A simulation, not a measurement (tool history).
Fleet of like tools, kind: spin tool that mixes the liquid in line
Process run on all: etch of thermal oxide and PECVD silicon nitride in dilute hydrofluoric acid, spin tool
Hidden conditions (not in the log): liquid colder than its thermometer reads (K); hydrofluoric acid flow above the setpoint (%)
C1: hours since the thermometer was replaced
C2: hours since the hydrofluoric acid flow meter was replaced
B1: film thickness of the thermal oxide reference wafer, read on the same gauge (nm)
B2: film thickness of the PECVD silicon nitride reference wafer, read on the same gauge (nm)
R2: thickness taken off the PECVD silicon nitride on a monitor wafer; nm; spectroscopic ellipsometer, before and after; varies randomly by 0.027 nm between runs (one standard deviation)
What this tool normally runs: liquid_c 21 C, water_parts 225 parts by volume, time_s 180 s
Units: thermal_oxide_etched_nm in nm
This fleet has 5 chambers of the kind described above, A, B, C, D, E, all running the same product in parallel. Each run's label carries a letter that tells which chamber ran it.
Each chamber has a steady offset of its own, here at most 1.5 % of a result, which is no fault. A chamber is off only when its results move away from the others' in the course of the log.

Run 1B, day 0.333: usual settings; C1 754.6; C2 873.3; B1 70.029; B2 30.012. Result: thermal_oxide_etched_nm 2.8575 nm, R2 2.3296 nm.
Run 2C, day 0.883: usual settings; C1 405.4; C2 79.4; B1 70.005; B2 30.013. Result: thermal_oxide_etched_nm 2.8799 nm, R2 2.2964 nm.
Run 3A, day 1.342: usual settings; C1 1599.6; C2 820.8; B1 70.023; B2 30.006. Result: thermal_oxide_etched_nm 2.8148 nm, R2 2.3381 nm.
Run 4E, day 1.908: usual settings; C1 1347.8; C2 2452.3; B1 70.031; B2 29.976. Result: thermal_oxide_etched_nm 2.8733 nm, R2 2.3647 nm.
Run 5D, day 2.342: usual settings; C1 468.3; C2 2095; B1 70.013; B2 30.011. Result: thermal_oxide_etched_nm 2.8042 nm, R2 2.355 nm.
Run 6A, day 2.746: usual settings; C1 1633.3; C2 854.5; B1 70.01; B2 30.021. Result: thermal_oxide_etched_nm 2.8077 nm, R2 2.323 nm.
Run 7E, day 3.029: usual settings but liquid_c 17 C, time_s 265 s; C1 1374.7; C2 2479.2; B1 69.999; B2 30.001. Result: thermal_oxide_etched_nm 3.587 nm, R2 2.6566 nm.
Run 8B, day 3.529: usual settings but liquid_c 17 C, time_s 265 s; C1 831.3; C2 950; B1 69.979; B2 30.025. Result: thermal_oxide_etched_nm 3.6485 nm, R2 2.6595 nm.
Run 9C, day 4.067: usual settings but liquid_c 17 C, time_s 265 s; C1 481.8; C2 155.8; B1 69.967; B2 29.996. Result: thermal_oxide_etched_nm 3.5771 nm, R2 2.6598 nm.
Run 10D, day 4.579: usual settings but liquid_c 17 C, time_s 265 s; C1 522; C2 2148.7; B1 70.027; B2 29.993. Result: thermal_oxide_etched_nm 3.5501 nm, R2 2.6822 nm.
At day 4.779: chamber D: hydrofluoric acid flow meter replaced.
Run 11B, day 4.929: usual settings but liquid_c 17 C, time_s 265 s; C1 864.9; C2 983.6; B1 69.972; B2 30.008. Result: thermal_oxide_etched_nm 3.5428 nm, R2 2.6375 nm.
At day 5.146: chamber E: hydrofluoric acid flow meter replaced.
Run 12A, day 5.283: usual settings; C1 1694.2; C2 915.4; B1 69.978; B2 30.017. Result: thermal_oxide_etched_nm 2.8189 nm, R2 2.3612 nm.
Run 13D, day 5.9: usual settings; C1 553.7; C2 26.9; B1 70.025; B2 29.991. Result: thermal_oxide_etched_nm 2.8265 nm, R2 2.3815 nm.
Run 14E, day 6.188: usual settings; C1 1450.5; C2 25; B1 69.994; B2 29.994. Result: thermal_oxide_etched_nm 2.8114 nm, R2 2.3115 nm.
Run 15C, day 6.817: usual settings; C1 547.8; C2 221.8; B1 69.985; B2 29.971. Result: thermal_oxide_etched_nm 2.8918 nm, R2 2.3286 nm.
Run 16C, day 7.171: usual settings; C1 556.3; C2 230.3; B1 70.019; B2 30.003. Result: thermal_oxide_etched_nm 2.8779 nm, R2 2.4025 nm.
Run 17B, day 7.562: usual settings but liquid_c 17 C, time_s 230 s; C1 928.1; C2 1046.8; B1 69.985; B2 30.003. Result: thermal_oxide_etched_nm 3.097 nm, R2 2.3259 nm.
Run 18A, day 7.954: usual settings but liquid_c 17 C, time_s 230 s; C1 1758.3; C2 979.5; B1 70.018; B2 30.012. Result: thermal_oxide_etched_nm 3.0738 nm, R2 2.2956 nm.
Run 19D, day 8.433: usual settings but liquid_c 17 C, time_s 230 s; C1 614.5; C2 87.7; B1 70; B2 30.013. Result: thermal_oxide_etched_nm 3.0624 nm, R2 2.3358 nm.
Run 20E, day 8.758: usual settings but liquid_c 17 C, time_s 230 s; C1 1512.2; C2 86.7; B1 69.982; B2 29.999. Result: thermal_oxide_etched_nm 3.1013 nm, R2 2.3237 nm.
Run 21B, day 9.275: usual settings but liquid_c 17 C, time_s 230 s; C1 969.2; C2 1087.9; B1 69.969; B2 30.002. Result: thermal_oxide_etched_nm 3.1496 nm, R2 2.3247 nm.
Run 22D, day 9.671: usual settings; C1 644.2; C2 117.4; B1 70.009; B2 29.98. Result: thermal_oxide_etched_nm 2.7827 nm, R2 2.3206 nm.
Run 23C, day 10.258: usual settings but time_s 125 s; C1 630.4; C2 304.4; B1 69.999; B2 30.031. Result: thermal_oxide_etched_nm 1.9598 nm, R2 1.6464 nm.
Run 24A, day 10.662: usual settings but time_s 125 s; C1 1823.3; C2 1044.5; B1 70.038; B2 30.023. Result: thermal_oxide_etched_nm 1.9598 nm, R2 1.6229 nm.
Run 25E, day 11.008: usual settings but time_s 125 s; C1 1566.2; C2 140.7; B1 69.981; B2 30. Result: thermal_oxide_etched_nm 1.9832 nm, R2 1.6255 nm.
Run 26B, day 11.308: usual settings but time_s 125 s; C1 1018; C2 1136.7; B1 69.993; B2 29.985. Result: thermal_oxide_etched_nm 1.9475 nm, R2 1.596 nm.
Run 27D, day 11.892: usual settings but time_s 125 s; C1 697.5; C2 170.7; B1 70.015; B2 30.006. Result: thermal_oxide_etched_nm 1.9292 nm, R2 1.5685 nm.
At day 12.054: chamber E: thermometer replaced.
Run 28A, day 12.429: usual settings; C1 1865.7; C2 1086.9; B1 70.032; B2 30. Result: thermal_oxide_etched_nm 2.8394 nm, R2 2.3134 nm.
Run 29C, day 12.962: usual settings; C1 695.3; C2 369.3; B1 70.011; B2 30.003. Result: thermal_oxide_etched_nm 2.8627 nm, R2 2.3759 nm.
Run 30E, day 13.45: usual settings; C1 33.6; C2 199.3; B1 69.987; B2 29.996. Result: thermal_oxide_etched_nm 2.845 nm, R2 2.344 nm.
Run 31B, day 13.792: usual settings; C1 1077.6; C2 1196.3; B1 70.015; B2 29.995. Result: thermal_oxide_etched_nm 2.7342 nm, R2 2.224 nm.
Run 32E, day 14.404: usual settings; C1 56.5; C2 222.2; B1 69.988; B2 30.01. Result: thermal_oxide_etched_nm 2.8661 nm, R2 2.3178 nm.
Run 33D, day 15.062: usual settings but liquid_c 18 C; C1 773.6; C2 246.8; B1 69.993; B2 29.974. Result: thermal_oxide_etched_nm 2.5314 nm, R2 1.9022 nm.
Run 34A, day 15.658: usual settings but liquid_c 18 C; C1 1943.2; C2 1164.4; B1 70.003; B2 30.036. Result: thermal_oxide_etched_nm 2.5518 nm, R2 1.9337 nm.
Run 35C, day 16.217: usual settings but liquid_c 18 C; C1 773.4; C2 447.4; B1 70.026; B2 30.021. Result: thermal_oxide_etched_nm 2.5615 nm, R2 1.8932 nm.
Run 36E, day 16.738: usual settings but liquid_c 18 C; C1 112.5; C2 278.2; B1 70.029; B2 29.971. Result: thermal_oxide_etched_nm 2.5322 nm, R2 1.9144 nm.
Run 37C, day 17.121: usual settings but liquid_c 18 C; C1 795.1; C2 469.1; B1 69.989; B2 30.007. Result: thermal_oxide_etched_nm 2.5383 nm, R2 1.9379 nm.
Run 38A, day 17.604: usual settings; C1 1989.9; C2 1211.1; B1 70.004; B2 30.008. Result: thermal_oxide_etched_nm 2.8437 nm, R2 2.3418 nm.
Run 39B, day 17.975: usual settings; C1 1178; C2 1296.7; B1 69.994; B2 29.962. Result: thermal_oxide_etched_nm 2.7491 nm, R2 2.1634 nm.
Run 40D, day 18.488: usual settings; C1 855.8; C2 329; B1 70.014; B2 30.028. Result: thermal_oxide_etched_nm 2.7801 nm, R2 2.3329 nm.

Which is it: a chamber that has drifted or been left off by a service, a gauge drift common to all chambers, or only each chamber's usual small offset? If a chamber is off, name it and its likeliest cause.

Little by little, chamber B moves away from the other chambers.
What lies behind it: liquid colder than its thermometer reads (K) = 1.24.

Chamber B could run next with any of the 4 candidate recipes listed below; each alters the usual settings, and their results appear as question marks. Which one brings its results back in line with what the other chambers deliver on the usual settings?
In-line tolerance around the mean of the other chambers on the usual settings: thermal_oxide_etched_nm 0.073 nm; R2 0.093 nm
Run 41B-1, day 18.958: usual settings but liquid_c 22 C, water_parts 235 parts by volume, time_s 190 s. Result: thermal_oxide_etched_nm ?, R2 ?.
Run 41B-2, day 18.958: usual settings but liquid_c 22.5 C, water_parts 235 parts by volume, time_s 195 s. Result: thermal_oxide_etched_nm ?, R2 ?.
Run 41B-3, day 18.958: usual settings but liquid_c 20 C, water_parts 215 parts by volume, time_s 170 s. Result: thermal_oxide_etched_nm ?, R2 ?.
Run 41B-4, day 18.958: usual settings but liquid_c 19.5 C, water_parts 215 parts by volume, time_s 165 s. Result: thermal_oxide_etched_nm ?, R2 ?.

Usual-settings mean across the other chambers: thermal_oxide_etched_nm 2.8386 nm; R2 2.335 nm
  run  thermal_oxide_etched_nm      R2
41B-1                   2.8078  2.3436
41B-2                   2.9361  2.4839
41B-3                   2.5954  2.0098
41B-4                   2.4714  1.8884
It is 41B-1 that realigns the chamber with its peers.
